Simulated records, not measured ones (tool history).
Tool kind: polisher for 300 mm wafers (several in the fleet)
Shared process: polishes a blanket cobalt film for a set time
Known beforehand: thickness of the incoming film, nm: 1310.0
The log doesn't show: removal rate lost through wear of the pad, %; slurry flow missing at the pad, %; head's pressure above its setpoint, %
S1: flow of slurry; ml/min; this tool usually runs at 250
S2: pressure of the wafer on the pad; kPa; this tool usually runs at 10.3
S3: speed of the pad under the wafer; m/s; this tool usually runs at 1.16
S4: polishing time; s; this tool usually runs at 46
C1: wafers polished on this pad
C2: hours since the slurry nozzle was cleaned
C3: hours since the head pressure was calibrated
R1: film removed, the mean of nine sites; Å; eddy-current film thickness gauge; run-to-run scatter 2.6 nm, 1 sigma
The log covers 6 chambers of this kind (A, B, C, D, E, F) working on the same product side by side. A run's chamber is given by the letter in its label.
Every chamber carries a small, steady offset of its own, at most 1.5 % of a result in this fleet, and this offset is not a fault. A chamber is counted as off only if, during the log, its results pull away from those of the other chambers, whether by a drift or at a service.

{"hour": 4.8, "done": "chamber D: worn pad replaced by a new one"}
{"run": "1A", "hour": 7.8, "S1": 250, "S2": 10.3, "S3": 1.16, "S4": 46, "C1": 797, "C2": 602.9, "C3": 151.8, "R1": 2120.2}
{"hour": 13.1, "done": "chamber A: worn pad replaced by a new one"}
{"run": "2B", "hour": 18.5, "S1": 250, "S2": 10.3, "S3": 1.16, "S4": 46, "C1": 647, "C2": 305.7, "C3": 396.5, "R1": 2178.8}
{"hour": 23.9, "done": "chamber F: worn pad replaced by a new one"}
{"run": "3D", "hour": 23.9, "S1": 250, "S2": 10.3, "S3": 1.16, "S4": 46, "C1": 267, "C2": 285.2, "C3": 840.8, "R1": 2162.8}
{"run": "4F", "hour": 33.8, "S1": 250, "S2": 10.3, "S3": 1.16, "S4": 46, "C1": 139, "C2": 196.4, "C3": 1433.5, "R1": 2151.2}
{"hour": 34.2, "done": "chamber F: head pressure recalibrated"}
{"hour": 36.4, "done": "chamber B: worn pad replaced by a new one"}
{"run": "5C", "hour": 40.5, "S1": 250, "S2": 10.3, "S3": 1.16, "S4": 46, "C1": 753, "C2": 511.4, "C3": 259.0, "R1": 2131.5}
{"hour": 42.6, "done": "chamber C: worn pad replaced by a new one"}
{"run": "6E", "hour": 50.2, "S1": 250, "S2": 10.3, "S3": 1.16, "S4": 46, "C1": 706, "C2": 422.2, "C3": 760.6, "R1": 2145.1}
{"run": "7F", "hour": 61.5, "S1": 250, "S2": 10.3, "S3": 1.16, "S4": 46, "C1": 527, "C2": 224.1, "C3": 27.3, "R1": 2170.3}
{"hour": 67.7, "done": "chamber D: worn pad replaced by a new one"}
{"hour": 69.8, "done": "chamber E: worn pad replaced by a new one"}
{"hour": 70.4, "done": "chamber B: slurry nozzle cleaned"}
{"run": "8A", "hour": 71.5, "S1": 250, "S2": 10.3, "S3": 1.16, "S4": 46, "C1": 818, "C2": 666.6, "C3": 215.5, "R1": 2124.6}
{"run": "9B", "hour": 79.2, "S1": 250, "S2": 10.3, "S3": 1.16, "S4": 46, "C1": 599, "C2": 8.8, "C3": 457.2, "R1": 2170.6}
{"hour": 83.3, "done": "chamber A: worn pad replaced by a new one"}
{"run": "10E", "hour": 88.6, "S1": 285, "S2": 13.1, "S3": 1.16, "S4": 46, "C1": 263, "C2": 460.6, "C3": 799.0, "R1": 2749.3}
{"hour": 92.8, "done": "chamber B: worn pad replaced by a new one"}
{"run": "11D", "hour": 94.9, "S1": 285, "S2": 13.1, "S3": 1.16, "S4": 46, "C1": 380, "C2": 356.2, "C3": 911.8, "R1": 2748.3}
{"run": "12C", "hour": 101.9, "S1": 285, "S2": 13.1, "S3": 1.16, "S4": 46, "C1": 830, "C2": 572.8, "C3": 320.4, "R1": 2785.8}
{"hour": 104.6, "done": "chamber C: worn pad replaced by a new one"}
{"hour": 110.6, "done": "chamber F: worn pad replaced by a new one"}
{"run": "13C", "hour": 111.9, "S1": 285, "S2": 13.1, "S3": 1.16, "S4": 46, "C1": 102, "C2": 582.8, "C3": 330.4, "R1": 2839.1}
{"run": "14D", "hour": 122.3, "S1": 285, "S2": 13.1, "S3": 1.16, "S4": 46, "C1": 764, "C2": 383.6, "C3": 939.2, "R1": 2783.4}
{"hour": 126.2, "done": "chamber E: worn pad replaced by a new one"}
{"run": "15F", "hour": 128.7, "S1": 285, "S2": 13.1, "S3": 1.16, "S4": 46, "C1": 253, "C2": 291.3, "C3": 94.5, "R1": 2748.0}
{"hour": 128.8, "done": "chamber C: slurry nozzle cleaned"}
{"hour": 133.5, "done": "chamber D: worn pad replaced by a new one"}
{"run": "16A", "hour": 139.0, "S1": 250, "S2": 10.3, "S3": 1.16, "S4": 46, "C1": 779, "C2": 734.1, "C3": 283.0, "R1": 2085.8}
{"hour": 142.8, "done": "chamber A: worn pad replaced by a new one"}
{"run": "17B", "hour": 148.4, "S1": 250, "S2": 10.3, "S3": 1.16, "S4": 46, "C1": 778, "C2": 78.0, "C3": 526.4, "R1": 2117.0}
{"hour": 149.3, "done": "chamber B: worn pad replaced by a new one"}
{"run": "18E", "hour": 158.9, "S1": 250, "S2": 10.3, "S3": 1.16, "S4": 46, "C1": 457, "C2": 530.9, "C3": 869.3, "R1": 2159.0}
{"run": "19B", "hour": 169.8, "S1": 250, "S2": 10.3, "S3": 1.16, "S4": 46, "C1": 287, "C2": 99.4, "C3": 547.8, "R1": 2143.1}
{"hour": 174.3, "done": "chamber D: slurry nozzle cleaned"}
{"hour": 179.2, "done": "chamber C: worn pad replaced by a new one"}
{"hour": 180.3, "done": "chamber F: worn pad replaced by a new one"}
{"run": "20C", "hour": 180.4, "S1": 250, "S2": 10.3, "S3": 1.16, "S4": 46, "C1": 17, "C2": 51.7, "C3": 398.9, "R1": 2111.6}
{"run": "21E", "hour": 185.4, "S1": 165, "S2": 10.3, "S3": 1.16, "S4": 46, "C1": 828, "C2": 557.4, "C3": 895.8, "R1": 2011.9}
{"run": "22D", "hour": 195.8, "S1": 165, "S2": 10.3, "S3": 1.16, "S4": 46, "C1": 872, "C2": 21.6, "C3": 1012.7, "R1": 2026.7}
{"hour": 199.1, "done": "chamber E: worn pad replaced by a new one"}
{"hour": 203.2, "done": "chamber D: worn pad replaced by a new one"}
{"hour": 204.3, "done": "chamber A: worn pad replaced by a new one"}
{"hour": 205.0, "done": "chamber B: worn pad replaced by a new one"}
{"run": "23A", "hour": 206.0, "S1": 165, "S2": 10.3, "S3": 1.16, "S4": 46, "C1": 24, "C2": 801.1, "C3": 350.0, "R1": 1995.5}
{"run": "24F", "hour": 216.9, "S1": 165, "S2": 10.3, "S3": 1.16, "S4": 46, "C1": 512, "C2": 379.5, "C3": 182.7, "R1": 2074.1}
{"run": "25D", "hour": 228.2, "S1": 165, "S2": 10.3, "S3": 1.16, "S4": 46, "C1": 350, "C2": 54.0, "C3": 1045.1, "R1": 2034.5}
{"run": "26F", "hour": 237.3, "S1": 165, "S2": 10.3, "S3": 1.16, "S4": 46, "C1": 798, "C2": 399.9, "C3": 203.1, "R1": 2056.5}
{"hour": 238.6, "done": "chamber C: worn pad replaced by a new one"}
{"run": "27C", "hour": 248.2, "S1": 250, "S2": 10.3, "S3": 1.16, "S4": 46, "C1": 134, "C2": 119.5, "C3": 466.7, "R1": 2202.5}
{"run": "28E", "hour": 256.6, "S1": 250, "S2": 10.3, "S3": 1.16, "S4": 46, "C1": 806, "C2": 628.6, "C3": 967.0, "R1": 2135.9}
{"hour": 256.7, "done": "chamber F: worn pad replaced by a new one"}
{"hour": 256.9, "done": "chamber A: slurry nozzle cleaned"}
{"hour": 260.6, "done": "chamber E: head pressure recalibrated"}
{"hour": 262.4, "done": "chamber A: worn pad replaced by a new one"}
{"run": "29A", "hour": 263.6, "S1": 250, "S2": 10.3, "S3": 1.16, "S4": 46, "C1": 18, "C2": 6.7, "C3": 407.6, "R1": 2152.9}
{"hour": 265.9, "done": "chamber E: worn pad replaced by a new one"}
{"hour": 268.1, "done": "chamber D: worn pad replaced by a new one"}
{"hour": 270.6, "done": "chamber B: worn pad replaced by a new one"}
{"run": "30B", "hour": 272.0, "S1": 250, "S2": 10.3, "S3": 1.16, "S4": 46, "C1": 20, "C2": 201.6, "C3": 650.0, "R1": 2180.9}
{"run": "31F", "hour": 277.3, "S1": 250, "S2": 10.3, "S3": 1.16, "S4": 46, "C1": 289, "C2": 439.9, "C3": 243.1, "R1": 2185.5}
{"run": "32A", "hour": 285.9, "S1": 250, "S2": 10.3, "S3": 1.16, "S4": 46, "C1": 330, "C2": 29.0, "C3": 429.9, "R1": 2145.7}
{"run": "33E", "hour": 294.1, "S1": 250, "S2": 10.3, "S3": 1.16, "S4": 46, "C1": 395, "C2": 666.1, "C3": 33.6, "R1": 2186.9}
{"run": "34C", "hour": 301.0, "S1": 250, "S2": 10.3, "S3": 1.16, "S4": 46, "C1": 874, "C2": 172.3, "C3": 519.5, "R1": 2208.5}
{"run": "35D", "hour": 307.9, "S1": 250, "S2": 10.3, "S3": 1.16, "S4": 46, "C1": 558, "C2": 133.7, "C3": 1124.8, "R1": 2143.8}
{"run": "36B", "hour": 314.5, "S1": 250, "S2": 10.3, "S3": 1.16, "S4": 46, "C1": 615, "C2": 244.1, "C3": 692.5, "R1": 2213.2}
{"hour": 322.4, "done": "chamber E: worn pad replaced by a new one"}
{"run": "37E", "hour": 325.5, "S1": 250, "S2": 7.6, "S3": 1.16, "S4": 46, "C1": 44, "C2": 697.5, "C3": 65.0, "R1": 1610.4}

What goes on in this fleet: one chamber off, a drifting gauge, or nothing beyond the chambers' own small offsets? Name the chamber and the cause, if any.

All chambers stay in line apart from their small fixed offsets, and the gauge does not drift.
